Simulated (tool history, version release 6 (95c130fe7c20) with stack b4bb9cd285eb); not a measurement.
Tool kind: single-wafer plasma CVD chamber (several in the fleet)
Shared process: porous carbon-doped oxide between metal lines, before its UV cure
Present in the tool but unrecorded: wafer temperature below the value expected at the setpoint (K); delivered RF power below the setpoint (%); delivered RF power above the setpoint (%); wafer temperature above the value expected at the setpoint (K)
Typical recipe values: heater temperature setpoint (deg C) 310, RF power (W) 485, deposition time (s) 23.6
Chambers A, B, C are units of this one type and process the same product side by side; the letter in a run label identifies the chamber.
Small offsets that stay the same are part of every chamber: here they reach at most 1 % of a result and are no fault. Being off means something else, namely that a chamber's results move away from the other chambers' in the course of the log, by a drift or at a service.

run	hour	heater temperature setpoint (deg C)	RF power (W)	deposition time (s)	hours since the last thermocouple change	hours since the last RF generator calibration	read-back reference wafer on the same gauge, thickness_nm	mean film thickness on the monitor wafer (nm)
1C	8.1	310	485	23.6	448.9	1255.3	120.96	118.53
2B	23.4	310	485	23.6	342.4	158.5	121.04	119.95
3A	31.4	310	485	23.6	1603.4	834.6	121.08	119.52
4C	42.4	310	485	23.6	483.2	1289.6	120.97	118.99
5A	54.5	310	485	23.6	1626.5	857.7	121.02	120.12
6B	61.8	310	485	23.6	380.8	196.9	121.03	120.21
7A	71.8	310	485	23.6	1643.8	875.0	121.02	120.04
8C	80.2	310	485	23.6	521.0	1327.4	120.92	118.66
9B	92.1	310	485	23.6	411.1	227.2	121.04	119.59
10A	105.7	310	485	23.6	1677.7	908.9	121.06	120.11
11C	116.6	310	485	23.6	557.4	1363.8	121.05	118.38
12B	129.8	310	485	23.6	448.8	264.9	121.02	120.18
13A	138.5	310	485	23.6	1710.5	941.7	120.97	120.16
14C	147.7	310	485	23.6	588.5	1394.9	120.96	118.21
15B	154.9	310	485	23.6	473.9	290.0	120.99	119.97
16C	169.9	310	485	23.6	610.7	1417.1	121.03	118.32
17B	185.6	310	485	23.6	504.6	320.7	121.06	120.19
18A	198.0	310	485	23.6	1770.0	1001.2	120.93	120.42
19A	213.6	310	485	23.6	1785.6	1016.8	120.89	120.64
20C	227.0	310	485	23.6	667.8	1474.2	120.96	118.42
21B	240.8	310	485	23.6	559.8	375.9	120.96	119.64
22B	254.8	310	485	23.6	573.8	389.9	121.10	120.15
23A	263.0	310	485	23.6	1835.0	1066.2	121.03	121.00
24C	272.8	303	485	23.6	713.6	1520.0	121.04	123.07
25C	285.9	303	485	23.6	726.7	1533.1	120.98	123.07
26A	299.5	303	485	23.6	1871.5	1102.7	121.00	126.09
27B	314.8	310	485	23.6	633.8	449.9	121.05	119.61
28A	330.2	310	485	23.6	1902.2	1133.4	121.06	121.34
29C	342.8	310	405	23.6	783.6	1590.0	120.94	103.44
30B	350.4	310	405	23.6	669.4	485.5	121.04	104.94
31A	364.7	310	405	23.6	1936.7	1167.9	121.04	106.90
32B	378.6	310	485	23.6	697.6	513.7	121.05	119.98
33C	394.3	304	555	23.6	835.1	1641.5	120.97	134.42
# hour 404.5: chamber A: RF generator calibrated
34C	409.3	304	555	23.6	850.1	1656.5	121.00	133.48
35B	417.5	304	555	23.6	736.5	552.6	121.00	135.97
36A	427.3	303	485	23.6	1999.3	22.8	121.00	126.69
37B	438.6	303	485	23.6	757.6	573.7	120.99	125.26
38A	446.1	303	485	23.6	2018.1	41.6	120.97	126.88
39C	456.1	310	485	23.6	896.9	1703.3	120.96	118.14
40A	468.5	310	485	23.6	2040.5	64.0	121.04	121.90
41C	483.9	310	485	23.6	924.7	1731.1	121.00	117.91

All chambers now run identical settings, listed one chamber a line with results as question marks. What results will each chamber show?
42A	495.3	310	485	23.6				?
42B	495.3	310	485	23.6				?
42C	495.3	310	485	23.6				?

run	mean film thickness on the monitor wafer (nm)
42A	122.78
42B	119.87
42C	118.58

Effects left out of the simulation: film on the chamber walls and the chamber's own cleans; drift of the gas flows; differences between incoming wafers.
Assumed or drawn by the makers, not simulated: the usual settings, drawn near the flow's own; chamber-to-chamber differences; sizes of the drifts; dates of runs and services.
